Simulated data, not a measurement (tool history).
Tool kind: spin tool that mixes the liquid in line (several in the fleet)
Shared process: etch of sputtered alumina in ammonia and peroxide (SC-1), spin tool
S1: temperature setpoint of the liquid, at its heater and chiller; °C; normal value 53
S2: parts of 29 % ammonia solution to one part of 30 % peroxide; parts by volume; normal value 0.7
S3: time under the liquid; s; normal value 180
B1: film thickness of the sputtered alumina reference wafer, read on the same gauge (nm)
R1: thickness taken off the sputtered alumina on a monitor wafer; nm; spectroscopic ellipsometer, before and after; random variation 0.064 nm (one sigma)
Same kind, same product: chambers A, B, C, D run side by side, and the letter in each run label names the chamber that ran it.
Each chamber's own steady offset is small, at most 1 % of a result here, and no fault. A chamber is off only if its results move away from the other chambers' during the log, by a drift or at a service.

run	hour	S1	S2	S3	B1	R1
1B	7.2	53	0.7	180	30.053	7.7141
2A	14.8	53	0.7	180	29.992	7.7445
3D	22	53	0.7	180	29.992	7.6433
4C	26.7	53	0.7	180	30.017	7.7396
5C	31.4	53	0.7	180	29.99	7.9515
6D	39.8	53	0.7	130	30.003	5.4983
7B	49.2	53	0.7	130	29.993	5.58
8A	55.1	53	0.7	130	29.992	5.6494
9D	59.8	53	0.7	130	29.983	5.5031
10A	68.4	48.5	0.7	240	29.966	8.1638
11C	73.1	48.5	0.7	240	29.988	7.9805
12B	79.5	48.5	0.7	240	29.995	8.0523
13B	88.8	48.5	0.7	240	29.996	8.0757
# hour 94.2: chamber C: new drum of ammonia solution connected
14C	94.9	53	0.7	180	29.996	7.8203
15D	103.3	53	0.7	180	29.957	7.8152
16A	110.3	53	0.7	180	29.977	7.8972
17D	116.3	53	0.35	180	29.974	7.1504
# hour 122: chamber B: thermometer replaced
18B	125.7	53	0.35	180	30.026	7.1407
19C	133.3	53	0.35	180	29.988	7.3472
# hour 137.8: chamber A: new drum of ammonia solution connected
20A	138.8	53	0.35	180	29.979	7.2529
21A	145.7	53	0.7	180	30.015	7.7723
22D	154.1	53	0.85	180	29.99	7.792
23B	161.3	53	0.85	180	29.984	7.4958
24C	168.9	53	0.85	180	29.996	7.8672
25B	177.9	53	0.85	180	29.993	7.3941
26A	184.1	48	0.7	180	29.988	5.9097
27D	191.9	48	0.7	180	30.015	5.8698
28C	200.4	48	0.7	180	30.016	5.9757
29D	205.7	48	0.7	180	29.981	5.8763
30B	210.7	53	0.7	180	29.981	7.1687

All chambers now run identical settings, listed one chamber a line with results as question marks. What results will each chamber show?
31A	218.2	53	1	180		?
31B	218.2	53	1	180		?
31C	218.2	53	1	180		?
31D	218.2	53	1	180		?

run	R1
31A	8.1211
31B	7.4582
31C	8.0594
31D	7.9157
